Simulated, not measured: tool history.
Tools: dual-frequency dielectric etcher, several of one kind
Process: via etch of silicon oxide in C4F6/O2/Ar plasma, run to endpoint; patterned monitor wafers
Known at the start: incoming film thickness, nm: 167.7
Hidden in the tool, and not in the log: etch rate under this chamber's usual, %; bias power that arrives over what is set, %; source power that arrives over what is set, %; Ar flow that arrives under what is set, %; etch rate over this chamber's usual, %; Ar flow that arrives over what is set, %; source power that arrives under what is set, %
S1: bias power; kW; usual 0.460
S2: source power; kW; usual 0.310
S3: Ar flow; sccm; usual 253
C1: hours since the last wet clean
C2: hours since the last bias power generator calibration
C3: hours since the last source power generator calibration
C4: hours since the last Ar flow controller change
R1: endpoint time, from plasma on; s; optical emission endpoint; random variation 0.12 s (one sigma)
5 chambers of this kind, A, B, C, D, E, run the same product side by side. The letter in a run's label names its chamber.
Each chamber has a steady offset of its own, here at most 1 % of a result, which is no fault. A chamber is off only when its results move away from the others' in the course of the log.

run     day     S1     S2   S3     C1      C2      C3      C4      R1
 1D   0.321  0.460  0.310  253   78.8  1091.0  1750.9  1676.4  40.902
 2E   0.625  0.460  0.310  253  177.8   514.9  2420.6   482.4  41.468
 3B   1.058  0.460  0.310  253  351.8  1941.3  1100.4  1200.4  40.860
 4A   1.338  0.460  0.310  253  382.8  2819.3  2921.6   959.9  40.721
 5C   1.662  0.460  0.310  253  372.6  1531.3   504.5  1861.6  41.245
 6E   2.054  0.460  0.310  253  212.1   549.2  2454.9   516.7  41.284
 7D   2.300  0.460  0.310  253  126.3  1138.5  1798.4  1723.9  40.827
 8A   2.529  0.460  0.310  253  411.4  2847.9  2950.2   988.5  40.804
 9C   2.842  0.460  0.310  253  400.9  1559.6   532.8  1889.9  41.368
      2.950  -- chamber B: bias power generator calibrated
      2.971  -- chamber C: wet clean of the chamber
10B   3.108  0.460  0.310  253  401.0     3.9  1149.6  1249.6  40.816
      3.562  -- chamber B: wet clean of the chamber
11B   3.612  0.460  0.310  253    1.2    16.0  1161.7  1261.7  40.661
12C   3.975  0.460  0.310  253   24.2  1586.8   560.0  1917.1  41.454
13A   4.329  0.460  0.310  253  454.6  2891.1  2993.4  1031.7  40.590
      4.433  -- chamber A: wet clean of the chamber
14D   4.579  0.460  0.310  253  181.0  1193.2  1853.1  1778.6  40.885
15E   5.029  0.460  0.310  253  283.5   620.6  2526.3   588.1  41.421
16A   5.308  0.460  0.310  253   21.0  2914.6  3016.9  1055.2  42.196
17B   5.838  0.460  0.310  253   54.6    69.4  1215.1  1315.1  41.088
18C   6.171  0.460  0.310  253   76.9  1639.5   612.7  1969.8  41.484
19E   6.638  0.460  0.310  253  322.1   659.2  2564.9   626.7  41.504
20D   7.133  0.460  0.310  253  242.3  1254.5  1914.4  1839.9  41.103
21A   7.538  0.393  0.370  253   74.5  2968.1  3070.4  1108.7  41.909
22C   7.792  0.393  0.370  253  115.8  1678.4   651.6  2008.7  40.748
      7.879  -- chamber A: source power generator calibrated
23D   8.271  0.393  0.370  253  269.6  1281.8  1941.7  1867.2  40.479
24B   8.625  0.393  0.370  253  121.5   136.3  1282.0  1382.0  40.300
25E   9.154  0.393  0.370  253  382.5   719.6  2625.3   687.1  41.090
26B   9.625  0.460  0.370  227  145.5   160.3  1306.0  1406.0  37.879
27E   9.933  0.460  0.370  227  401.2   738.3  2644.0   705.8  38.034
28A  10.217  0.460  0.370  227  138.8  3032.4    56.1  1173.0  39.001
29C  10.529  0.460  0.370  227  181.5  1744.1   717.3  2074.4  38.343
30D  10.758  0.460  0.370  227  329.3  1341.5  2001.4  1926.9  37.927
31B  11.158  0.460  0.310  253  182.3   197.1  1342.8  1442.8  40.806
     11.612  -- chamber E: wet clean of the chamber
32A  11.671  0.460  0.310  311  173.7  3067.3    91.0  1207.9  43.119
33E  12.021  0.460  0.310  311    9.8   788.4  2694.1   755.9  42.246
34D  12.350  0.460  0.310  311  367.5  1379.7  2039.6  1965.1  41.919
35C  12.588  0.460  0.310  311  230.9  1793.5   766.7  2123.8  42.216
36C  13.117  0.460  0.310  311  243.6  1806.2   779.4  2136.5  42.138
37A  13.388  0.460  0.310  253  214.9  3108.5   132.2  1249.1  42.249
38D  13.867  0.460  0.310  253  403.9  1416.1  2076.0  2001.5  40.840
39B  14.167  0.460  0.310  253  254.5   269.3  1415.0  1515.0  40.809

What goes on in this fleet: one chamber off, a drifting gauge, or nothing beyond the chambers' own small offsets? Name the chamber and the cause, if any.

A service left chamber A off against the others.
Cause: etch rate under this chamber's usual, % = 3.6.

Here are 4 candidates for chamber A's next run, each the usual settings with a change, their results left as question marks. Which one brings its results back in line with what the others give on the usual settings?
In line means no further than this from the other chambers' mean on the usual settings: R1 0.430 s
40A-1  14.546  0.443  0.300  253                   ?
40A-2  14.546  0.467  0.310  252                   ?
40A-3  14.546  0.450  0.310  255                   ?
40A-4  14.546  0.460  0.310  189                   ?

The other chambers' mean on the usual settings: R1 41.099 s
  run      R1
40A-1  43.399
40A-2  42.031
40A-3  42.665
40A-4  40.960
40A-4 brings the chamber back in line.

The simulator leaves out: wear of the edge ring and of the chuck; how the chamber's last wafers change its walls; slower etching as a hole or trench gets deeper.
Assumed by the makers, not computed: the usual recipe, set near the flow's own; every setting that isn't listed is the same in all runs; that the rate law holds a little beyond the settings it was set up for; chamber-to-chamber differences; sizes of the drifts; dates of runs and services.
